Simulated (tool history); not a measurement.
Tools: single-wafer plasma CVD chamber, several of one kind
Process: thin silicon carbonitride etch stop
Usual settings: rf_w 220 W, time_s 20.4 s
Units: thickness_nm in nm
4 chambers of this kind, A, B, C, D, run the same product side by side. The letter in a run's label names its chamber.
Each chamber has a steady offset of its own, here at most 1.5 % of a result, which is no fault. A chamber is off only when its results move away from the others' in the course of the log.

run,hour,rf_w,time_s,hours since the last thermocouple change,hours since the last RF generator calibration,"read-back reference wafer on the same gauge, thickness_nm",thickness_nm
1A,5.0,220,20.4,227.0,21.9,14.098,11.806
2B,12.6,220,20.4,2356.9,402.9,14.092,11.934
3C,16.8,220,20.4,1617.4,879.0,14.098,11.942
4D,24.4,220,20.4,139.0,995.7,14.093,11.919
5A,30.6,220,20.4,252.6,47.5,14.086,11.818
6D,36.4,220,20.4,151.0,1007.7,14.077,11.931
7B,41.4,220,20.4,2385.7,431.7,14.082,11.941
8C,47.3,200,20.4,1647.9,909.5,14.074,11.562
9A,53.0,200,20.4,275.0,69.9,14.073,11.514
10D,60.5,200,20.4,175.1,1031.8,14.070,11.544
11B,67.0,200,20.4,2411.3,457.3,14.072,11.601
12C,75.8,220,20.4,1676.4,938.0,14.058,11.891
13C,82.2,220,20.4,1682.8,944.4,14.062,11.885
14A,88.0,220,20.4,310.0,104.9,14.056,11.776
15B,92.6,220,20.4,2436.9,482.9,14.049,11.959
16D,101.4,220,20.4,216.0,1072.7,14.047,11.889
17D,110.5,220,20.4,225.1,1081.8,14.042,11.856
18C,114.8,220,20.4,1715.4,977.0,14.035,11.853
19A,119.3,220,20.4,341.3,136.2,14.034,11.785
20B,125.4,220,20.4,2469.7,515.7,14.036,11.912
21A,134.5,185,18.8,356.5,151.4,14.027,10.304
# hour 134.9: chamber C: RF generator calibrated
22D,140.2,185,18.8,254.8,1111.5,14.026,10.363
23B,147.5,185,18.8,2491.8,537.8,14.024,10.406
24C,154.5,185,18.8,1755.1,19.6,14.019,10.374
25D,161.2,205,20.4,275.8,1132.5,14.020,11.610

All 4 chambers run these settings next. Forecast each chamber's results:
26A,167.8,180,20.4,,,,?
26B,167.8,180,20.4,,,,?
26C,167.8,180,20.4,,,,?
26D,167.8,180,20.4,,,,?

run,thickness_nm
26A,11.112
26B,11.175
26C,11.161
26D,11.154
